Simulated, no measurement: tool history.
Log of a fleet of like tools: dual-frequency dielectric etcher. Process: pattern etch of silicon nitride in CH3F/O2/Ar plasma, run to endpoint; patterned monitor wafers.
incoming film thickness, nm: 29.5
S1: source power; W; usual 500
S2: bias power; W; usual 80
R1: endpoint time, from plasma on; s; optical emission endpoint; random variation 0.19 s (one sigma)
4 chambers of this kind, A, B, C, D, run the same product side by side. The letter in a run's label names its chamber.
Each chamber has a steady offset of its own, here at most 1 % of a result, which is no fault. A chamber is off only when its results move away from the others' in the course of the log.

Run 1A, hour 5.8: usual settings. Result: R1 37.43 s.
Run 2D, hour 12.3: usual settings. Result: R1 37.81 s.
Run 3C, hour 22: usual settings. Result: R1 38.054 s.
Run 4B, hour 29.2: usual settings. Result: R1 37.918 s.
Run 5D, hour 34.8: usual settings. Result: R1 38.144 s.
Run 6C, hour 41.2: usual settings. Result: R1 37.999 s.
At hour 46.2: chamber A: wet clean of the chamber.
Run 7B, hour 47.7: usual settings but S1 410 W, S2 68 W. Result: R1 42.738 s.
Run 8A, hour 58: usual settings but S1 410 W, S2 68 W. Result: R1 42.681 s.
Run 9B, hour 63.2: usual settings but S1 410 W, S2 68 W. Result: R1 43.159 s.
Run 10D, hour 69.7: usual settings but S1 410 W, S2 68 W. Result: R1 43.208 s.
Run 11C, hour 77.4: usual settings. Result: R1 37.926 s.
Run 12A, hour 83.7: usual settings but S1 600 W. Result: R1 34.998 s.
Run 13C, hour 90: usual settings but S1 600 W. Result: R1 35.261 s.
Run 14B, hour 100.4: usual settings but S1 600 W. Result: R1 34.922 s.
Run 15A, hour 108.6: usual settings but S1 600 W. Result: R1 35.318 s.
At hour 109.9: chamber C: wet clean of the chamber.
Run 16D, hour 117.3: usual settings. Result: R1 38 s.
Run 17C, hour 123.8: usual settings but S2 70 W. Result: R1 39.227 s.
At hour 126.5: chamber B: wet clean of the chamber.
Run 18B, hour 132.7: usual settings but S2 70 W. Result: R1 39.539 s.
Run 19D, hour 142.5: usual settings but S2 70 W. Result: R1 39.505 s.
Run 20A, hour 148.2: usual settings but S2 70 W. Result: R1 39.48 s.
Run 21B, hour 154: usual settings. Result: R1 37.907 s.
Run 22A, hour 163.2: usual settings. Result: R1 37.693 s.
Run 23C, hour 170.7: usual settings but S1 410 W, S2 88 W. Result: R1 39.62 s.
Run 24D, hour 178: usual settings but S1 410 W, S2 88 W. Result: R1 39.361 s.
Run 25A, hour 184.6: usual settings but S1 410 W, S2 88 W. Result: R1 39.519 s.
Run 26D, hour 190.1: usual settings but S1 410 W, S2 88 W. Result: R1 39.503 s.
Run 27C, hour 199.1: usual settings. Result: R1 38.363 s.
Run 28B, hour 209.3: usual settings. Result: R1 37.867 s.
Run 29D, hour 217: usual settings. Result: R1 38.132 s.
Run 30C, hour 227.6: usual settings. Result: R1 37.737 s.
Run 31A, hour 236.9: usual settings. Result: R1 37.397 s.
Run 32B, hour 247.2: usual settings. Result: R1 38.001 s.
Run 33D, hour 254.3: usual settings. Result: R1 38.146 s.
Run 34A, hour 264: usual settings but S1 420 W, S2 71 W. Result: R1 41.635 s.

All 4 chambers run these settings next. Forecast each chamber's results:
Run 35A, hour 271.8: usual settings. Result: R1 ?.
Run 35B, hour 271.8: usual settings. Result: R1 ?.
Run 35C, hour 271.8: usual settings. Result: R1 ?.
Run 35D, hour 271.8: usual settings. Result: R1 ?.

run      R1
35A  37.193
35B  37.825
35C  38.365
35D  37.631
